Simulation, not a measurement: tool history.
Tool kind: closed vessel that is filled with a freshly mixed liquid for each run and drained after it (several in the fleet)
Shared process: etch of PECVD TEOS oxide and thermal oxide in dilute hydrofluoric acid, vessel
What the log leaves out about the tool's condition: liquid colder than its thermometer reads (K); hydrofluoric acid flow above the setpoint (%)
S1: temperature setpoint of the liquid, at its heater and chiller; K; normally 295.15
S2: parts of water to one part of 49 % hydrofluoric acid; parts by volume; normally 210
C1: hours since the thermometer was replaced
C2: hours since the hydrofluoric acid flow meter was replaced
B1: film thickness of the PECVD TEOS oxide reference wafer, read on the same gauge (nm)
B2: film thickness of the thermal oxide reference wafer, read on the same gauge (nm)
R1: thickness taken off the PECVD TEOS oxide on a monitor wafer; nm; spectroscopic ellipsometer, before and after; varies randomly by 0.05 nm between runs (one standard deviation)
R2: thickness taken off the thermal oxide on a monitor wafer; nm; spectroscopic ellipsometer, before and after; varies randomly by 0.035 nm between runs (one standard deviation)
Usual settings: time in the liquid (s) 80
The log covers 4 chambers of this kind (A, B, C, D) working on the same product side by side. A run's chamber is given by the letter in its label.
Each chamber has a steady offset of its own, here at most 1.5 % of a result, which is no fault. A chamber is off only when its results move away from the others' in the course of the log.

Run 1B, hour 11.3: usual settings; C1 251.2; C2 49.3; B1 129.95; B2 140.02. Result: R1 8.7482 nm, R2 1.5853 nm.
Run 2C, hour 23.2: usual settings; C1 487.2; C2 953; B1 129.95; B2 139.99. Result: R1 8.9854 nm, R2 1.5765 nm.
Run 3D, hour 35.3: usual settings; C1 1600.4; C2 1191.4; B1 130.01; B2 139.99. Result: R1 8.8371 nm, R2 1.5795 nm.
Run 4A, hour 51.1: usual settings; C1 189.2; C2 1252.3; B1 129.96; B2 139.99. Result: R1 8.9263 nm, R2 1.6184 nm.
Run 5B, hour 61.8: usual settings; C1 301.7; C2 99.8; B1 130.01; B2 139.99. Result: R1 8.7356 nm, R2 1.5904 nm.
Run 6A, hour 75.6: usual settings; C1 213.7; C2 1276.8; B1 129.99; B2 139.95. Result: R1 8.9457 nm, R2 1.5951 nm.
Run 7C, hour 83.6: usual settings; C1 547.6; C2 1013.4; B1 130.02; B2 139.96. Result: R1 8.8598 nm, R2 1.5618 nm.
Run 8D, hour 96.2: usual settings; C1 1661.3; C2 1252.3; B1 130.02; B2 140. Result: R1 8.8906 nm, R2 1.5267 nm.
Run 9D, hour 110.4: usual settings; C1 1675.5; C2 1266.5; B1 129.98; B2 140.05. Result: R1 8.8233 nm, R2 1.5205 nm.
Run 10A, hour 125.3: usual settings; C1 263.4; C2 1326.5; B1 129.99; B2 139.98. Result: R1 8.9717 nm, R2 1.5836 nm.
Run 11C, hour 133.6: usual settings; C1 597.6; C2 1063.4; B1 129.98; B2 140.02. Result: R1 8.881 nm, R2 1.614 nm.
Run 12B, hour 147.1: usual settings but S1 299.15 K, S2 135 parts by volume; C1 387; C2 185.1; B1 129.98; B2 140.01. Result: R1 17.147 nm, R2 3.1564 nm.
Run 13D, hour 157.3: usual settings but S1 299.15 K, S2 135 parts by volume; C1 1722.4; C2 1313.4; B1 130.03; B2 139.97. Result: R1 17.432 nm, R2 3.009 nm.
Run 14A, hour 169.4: usual settings but S1 299.15 K, S2 135 parts by volume; C1 307.5; C2 1370.6; B1 130.02; B2 140. Result: R1 17.527 nm, R2 3.1605 nm.
At hour 175.4: chamber D: thermometer replaced.
Run 15C, hour 178.6: usual settings but S1 299.15 K, S2 135 parts by volume; C1 642.6; C2 1108.4; B1 130; B2 139.98. Result: R1 17.3 nm, R2 3.1859 nm.
At hour 183.6: chamber C: hydrofluoric acid flow meter replaced.
Run 16B, hour 194: usual settings; C1 433.9; C2 232; B1 129.98; B2 139.95. Result: R1 8.7801 nm, R2 1.612 nm.
Run 17C, hour 201.3: usual settings; C1 665.3; C2 17.8; B1 129.98; B2 139.98. Result: R1 8.9018 nm, R2 1.5503 nm.
Run 18D, hour 213.5: usual settings; C1 38.1; C2 1369.6; B1 130; B2 140.01. Result: R1 8.8031 nm, R2 1.5318 nm.
Run 19A, hour 221.2: usual settings; C1 359.3; C2 1422.4; B1 129.97; B2 139.98. Result: R1 8.9325 nm, R2 1.5729 nm.
Run 20B, hour 230.2: usual settings; C1 470.1; C2 268.2; B1 129.98; B2 140.01. Result: R1 8.7981 nm, R2 1.5478 nm.
At hour 237.7: chamber D: hydrofluoric acid flow meter replaced.
At hour 239: chamber C: thermometer replaced.
Run 21D, hour 240.7: usual settings; C1 65.3; C2 3.1; B1 130; B2 140.04. Result: R1 8.7615 nm, R2 1.5576 nm.
Run 22B, hour 253.2: usual settings; C1 493.1; C2 291.2; B1 129.99; B2 139.98. Result: R1 8.8171 nm, R2 1.5987 nm.
Run 23C, hour 263.1: usual settings; C1 24.1; C2 79.6; B1 130.03; B2 140.02. Result: R1 8.9404 nm, R2 1.583 nm.
Run 24A, hour 276.4: usual settings; C1 414.5; C2 1477.6; B1 129.97; B2 140. Result: R1 8.8818 nm, R2 1.5488 nm.
Run 25C, hour 289.3: usual settings; C1 50.3; C2 105.8; B1 129.98; B2 140.01. Result: R1 8.8259 nm, R2 1.5492 nm.
Run 26D, hour 298.4: usual settings; C1 123; C2 60.8; B1 130.03; B2 140. Result: R1 8.8104 nm, R2 1.5234 nm.
Run 27B, hour 310.2: usual settings; C1 550.1; C2 348.2; B1 130.01; B2 140. Result: R1 8.8096 nm, R2 1.6609 nm.
At hour 316.4: chamber B: thermometer replaced.
Run 28A, hour 318.7: usual settings but S1 299.65 K; C1 456.8; C2 1519.9; B1 130.01; B2 140.02. Result: R1 10.451 nm, R2 1.8557 nm.
Run 29D, hour 326.9: usual settings but S1 299.65 K; C1 151.5; C2 89.3; B1 129.98; B2 139.98. Result: R1 10.445 nm, R2 1.8422 nm.
Run 30C, hour 342.1: usual settings but S1 299.65 K; C1 103.1; C2 158.6; B1 129.97; B2 139.96. Result: R1 10.507 nm, R2 1.8365 nm.
Run 31A, hour 349.2: usual settings but S1 299.65 K; C1 487.3; C2 1550.4; B1 129.99; B2 140.01. Result: R1 10.504 nm, R2 1.7771 nm.
Run 32B, hour 358.8: usual settings but S1 299.15 K, S2 165 parts by volume; C1 42.5; C2 396.8; B1 130.04; B2 140.02. Result: R1 13.567 nm, R2 2.3176 nm.
Run 33A, hour 369.5: usual settings but S1 299.15 K, S2 165 parts by volume; C1 507.6; C2 1570.7; B1 129.99; B2 140.01. Result: R1 13.765 nm, R2 2.3732 nm.
Run 34B, hour 382.7: usual settings but S1 299.15 K, S2 165 parts by volume; C1 66.4; C2 420.7; B1 130.02; B2 140.02. Result: R1 13.634 nm, R2 2.4663 nm.
Run 35D, hour 398.3: usual settings but S1 299.15 K, S2 165 parts by volume; C1 222.9; C2 160.7; B1 130; B2 140. Result: R1 13.672 nm, R2 2.4463 nm.
Run 36C, hour 411: usual settings but S1 293.65 K, S2 170 parts by volume; C1 172; C2 227.5; B1 130.03; B2 140.02. Result: R1 10.835 nm, R2 1.9045 nm.
Run 37A, hour 426.9: usual settings but S1 293.65 K, S2 170 parts by volume; C1 565; C2 1628.1; B1 130.02; B2 139.95. Result: R1 10.846 nm, R2 1.8963 nm.
Run 38C, hour 442.3: usual settings but S1 293.65 K, S2 170 parts by volume; C1 203.3; C2 258.8; B1 129.97; B2 140.03. Result: R1 10.938 nm, R2 1.8406 nm.
Run 39B, hour 449.8: usual settings but S1 293.65 K, S2 170 parts by volume; C1 133.5; C2 487.8; B1 130.03; B2 140.02. Result: R1 10.537 nm, R2 1.9181 nm.
Run 40D, hour 465.9: usual settings; C1 290.5; C2 228.3; B1 130.02; B2 139.97. Result: R1 8.7827 nm, R2 1.5674 nm.

The same settings go to every chamber for the next run, one line per chamber below. Forecast the results for each:
Run 41A, hour 477.5: usual settings but S2 275 parts by volume. Result: R1 ?, R2 ?.
Run 41B, hour 477.5: usual settings but S2 275 parts by volume. Result: R1 ?, R2 ?.
Run 41C, hour 477.5: usual settings but S2 275 parts by volume. Result: R1 ?, R2 ?.
Run 41D, hour 477.5: usual settings but S2 275 parts by volume. Result: R1 ?, R2 ?.

run      R1      R2
41A  6.3981  1.1283
41B  6.2677  1.1151
41C  6.4238  1.0859
41D  6.3212  1.1468

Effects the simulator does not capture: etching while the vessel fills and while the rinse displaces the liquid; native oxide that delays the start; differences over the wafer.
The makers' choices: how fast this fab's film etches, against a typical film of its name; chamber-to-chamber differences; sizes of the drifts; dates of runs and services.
